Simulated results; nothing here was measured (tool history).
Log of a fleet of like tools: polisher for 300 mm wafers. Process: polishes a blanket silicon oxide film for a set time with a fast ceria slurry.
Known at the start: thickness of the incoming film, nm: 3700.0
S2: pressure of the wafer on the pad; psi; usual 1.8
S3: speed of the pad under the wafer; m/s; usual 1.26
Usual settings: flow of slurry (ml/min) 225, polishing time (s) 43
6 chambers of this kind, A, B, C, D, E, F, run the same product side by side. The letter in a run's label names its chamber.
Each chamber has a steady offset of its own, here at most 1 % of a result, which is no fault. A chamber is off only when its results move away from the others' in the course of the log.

run 1C day=0.200 | flow_of_slurry_(ml/min)=225 S2=1.8 S3=1.26 polishing_time_(s)=43 | film_removed_(Å)=4617.3
-- day=0.229 chamber F: worn pad replaced by a new one
run 2E day=0.383 | flow_of_slurry_(ml/min)=225 S2=1.8 S3=1.26 polishing_time_(s)=43 | film_removed_(Å)=4754.9
run 3D day=0.546 | flow_of_slurry_(ml/min)=225 S2=1.8 S3=1.26 polishing_time_(s)=43 | film_removed_(Å)=4720.7
run 4B day=0.725 | flow_of_slurry_(ml/min)=225 S2=1.8 S3=1.26 polishing_time_(s)=43 | film_removed_(Å)=4705.1
run 5A day=0.829 | flow_of_slurry_(ml/min)=225 S2=1.8 S3=1.26 polishing_time_(s)=43 | film_removed_(Å)=4765.7
run 6F day=0.975 | flow_of_slurry_(ml/min)=225 S2=1.8 S3=1.26 polishing_time_(s)=43 | film_removed_(Å)=4799.2
-- day=1.008 chamber C: worn pad replaced by a new one
-- day=1.175 chamber B: worn pad replaced by a new one
run 7E day=1.196 | flow_of_slurry_(ml/min)=225 S2=1.8 S3=1.26 polishing_time_(s)=43 | film_removed_(Å)=4634.6
-- day=1.279 chamber A: slurry nozzle cleaned
run 8A day=1.329 | flow_of_slurry_(ml/min)=225 S2=1.8 S3=1.26 polishing_time_(s)=43 | film_removed_(Å)=4704.2
-- day=1.338 chamber E: worn pad replaced by a new one
-- day=1.383 chamber D: worn pad replaced by a new one
run 9F day=1.483 | flow_of_slurry_(ml/min)=225 S2=1.8 S3=1.26 polishing_time_(s)=43 | film_removed_(Å)=4802.2
run 10C day=1.600 | flow_of_slurry_(ml/min)=225 S2=1.8 S3=1.26 polishing_time_(s)=43 | film_removed_(Å)=4836.7
-- day=1.629 chamber A: worn pad replaced by a new one
run 11B day=1.792 | flow_of_slurry_(ml/min)=225 S2=1.8 S3=1.26 polishing_time_(s)=43 | film_removed_(Å)=4711.4
run 12D day=2.000 | flow_of_slurry_(ml/min)=225 S2=1.8 S3=1.26 polishing_time_(s)=36 | film_removed_(Å)=3895.2
run 13D day=2.171 | flow_of_slurry_(ml/min)=225 S2=1.8 S3=1.26 polishing_time_(s)=36 | film_removed_(Å)=4041.4
run 14B day=2.338 | flow_of_slurry_(ml/min)=225 S2=1.8 S3=1.26 polishing_time_(s)=36 | film_removed_(Å)=4009.4
-- day=2.438 chamber C: worn pad replaced by a new one
run 15F day=2.479 | flow_of_slurry_(ml/min)=225 S2=1.8 S3=1.26 polishing_time_(s)=36 | film_removed_(Å)=3940.4
run 16A day=2.658 | flow_of_slurry_(ml/min)=225 S2=1.8 S3=1.26 polishing_time_(s)=36 | film_removed_(Å)=4013.5
run 17C day=2.783 | flow_of_slurry_(ml/min)=225 S2=1.8 S3=1.26 polishing_time_(s)=36 | film_removed_(Å)=3919.5
run 18E day=2.904 | flow_of_slurry_(ml/min)=225 S2=1.8 S3=1.26 polishing_time_(s)=43 | film_removed_(Å)=4756.7
run 19F day=3.067 | flow_of_slurry_(ml/min)=225 S2=1.8 S3=1.26 polishing_time_(s)=43 | film_removed_(Å)=4634.3
run 20B day=3.167 | flow_of_slurry_(ml/min)=225 S2=1.3 S3=1.26 polishing_time_(s)=35 | film_removed_(Å)=2923.2
run 21E day=3.275 | flow_of_slurry_(ml/min)=225 S2=1.3 S3=1.26 polishing_time_(s)=35 | film_removed_(Å)=2760.6
run 22C day=3.421 | flow_of_slurry_(ml/min)=225 S2=1.3 S3=1.26 polishing_time_(s)=35 | film_removed_(Å)=2774.7
run 23A day=3.604 | flow_of_slurry_(ml/min)=225 S2=1.3 S3=1.26 polishing_time_(s)=35 | film_removed_(Å)=2826.9
-- day=3.667 chamber F: worn pad replaced by a new one
run 24D day=3.742 | flow_of_slurry_(ml/min)=225 S2=1.3 S3=1.26 polishing_time_(s)=35 | film_removed_(Å)=2864.2
-- day=3.779 chamber D: worn pad replaced by a new one
run 25C day=3.858 | flow_of_slurry_(ml/min)=225 S2=1.3 S3=1.26 polishing_time_(s)=35 | film_removed_(Å)=2867.5
-- day=3.904 chamber C: worn pad replaced by a new one
-- day=4.012 chamber B: worn pad replaced by a new one
run 26D day=4.075 | flow_of_slurry_(ml/min)=225 S2=1.8 S3=1.26 polishing_time_(s)=43 | film_removed_(Å)=4772.4
run 27B day=4.196 | flow_of_slurry_(ml/min)=225 S2=1.8 S3=1.26 polishing_time_(s)=43 | film_removed_(Å)=4963.6
run 28A day=4.388 | flow_of_slurry_(ml/min)=225 S2=1.8 S3=1.26 polishing_time_(s)=43 | film_removed_(Å)=4684.6
run 29E day=4.488 | flow_of_slurry_(ml/min)=225 S2=1.8 S3=1.26 polishing_time_(s)=43 | film_removed_(Å)=4780.6
run 30F day=4.704 | flow_of_slurry_(ml/min)=225 S2=1.8 S3=1.68 polishing_time_(s)=43 | film_removed_(Å)=6263.0
run 31B day=4.858 | flow_of_slurry_(ml/min)=225 S2=1.8 S3=1.68 polishing_time_(s)=43 | film_removed_(Å)=6650.5
-- day=4.879 chamber A: worn pad replaced by a new one
run 32E day=5.004 | flow_of_slurry_(ml/min)=225 S2=1.8 S3=1.68 polishing_time_(s)=43 | film_removed_(Å)=6244.0
run 33A day=5.117 | flow_of_slurry_(ml/min)=225 S2=1.8 S3=1.68 polishing_time_(s)=43 | film_removed_(Å)=6309.3
-- day=5.129 chamber C: worn pad replaced by a new one
-- day=5.133 chamber D: slurry nozzle cleaned
run 34D day=5.262 | flow_of_slurry_(ml/min)=225 S2=1.8 S3=1.68 polishing_time_(s)=43 | film_removed_(Å)=6484.5
run 35C day=5.358 | flow_of_slurry_(ml/min)=225 S2=1.8 S3=1.68 polishing_time_(s)=43 | film_removed_(Å)=6462.1
run 36F day=5.571 | flow_of_slurry_(ml/min)=225 S2=1.8 S3=1.26 polishing_time_(s)=43 | film_removed_(Å)=4667.8
-- day=5.621 chamber E: worn pad replaced by a new one
run 37C day=5.679 | flow_of_slurry_(ml/min)=225 S2=1.8 S3=1.26 polishing_time_(s)=43 | film_removed_(Å)=4777.2
run 38D day=5.867 | flow_of_slurry_(ml/min)=225 S2=1.8 S3=1.26 polishing_time_(s)=43 | film_removed_(Å)=4696.4
run 39E day=6.017 | flow_of_slurry_(ml/min)=225 S2=1.8 S3=1.26 polishing_time_(s)=43 | film_removed_(Å)=4878.4
run 40A day=6.229 | flow_of_slurry_(ml/min)=225 S2=1.8 S3=1.26 polishing_time_(s)=43 | film_removed_(Å)=4683.6
run 41B day=6.433 | flow_of_slurry_(ml/min)=225 S2=1.8 S3=1.26 polishing_time_(s)=43 | film_removed_(Å)=5262.7

Is one chamber off against the others, does the gauge drift, or is nothing wrong? If a chamber is off, say which, and what the likeliest cause is.

Chamber B drifts away from the others.
Cause: head's pressure above its setpoint, % = 11.3.

Here are 4 candidates for chamber B's next run, each the usual settings with a change, their results left as question marks. Which one brings its results back in line with what the others give on the usual settings?
In line means no further than this from the other chambers' mean on the usual settings: film removed (Å) 220.0
run 42B-1 day=6.592 | flow_of_slurry_(ml/min)=225 S2=1.9 S3=1.30 polishing_time_(s)=44 | film_removed_(Å)=?
run 42B-2 day=6.592 | flow_of_slurry_(ml/min)=220 S2=1.8 S3=1.26 polishing_time_(s)=39 | film_removed_(Å)=?
run 42B-3 day=6.592 | flow_of_slurry_(ml/min)=230 S2=1.8 S3=1.58 polishing_time_(s)=43 | film_removed_(Å)=?
run 42B-4 day=6.592 | flow_of_slurry_(ml/min)=220 S2=1.8 S3=1.26 polishing_time_(s)=34 | film_removed_(Å)=?

The other chambers' mean on the usual settings: film removed (Å) 4762.3
run=42B-1 film_removed_(Å)=5925.4
run=42B-2 film_removed_(Å)=4806.8
run=42B-3 film_removed_(Å)=6671.6
run=42B-4 film_removed_(Å)=4190.5
42B-2 brings the chamber back in line.
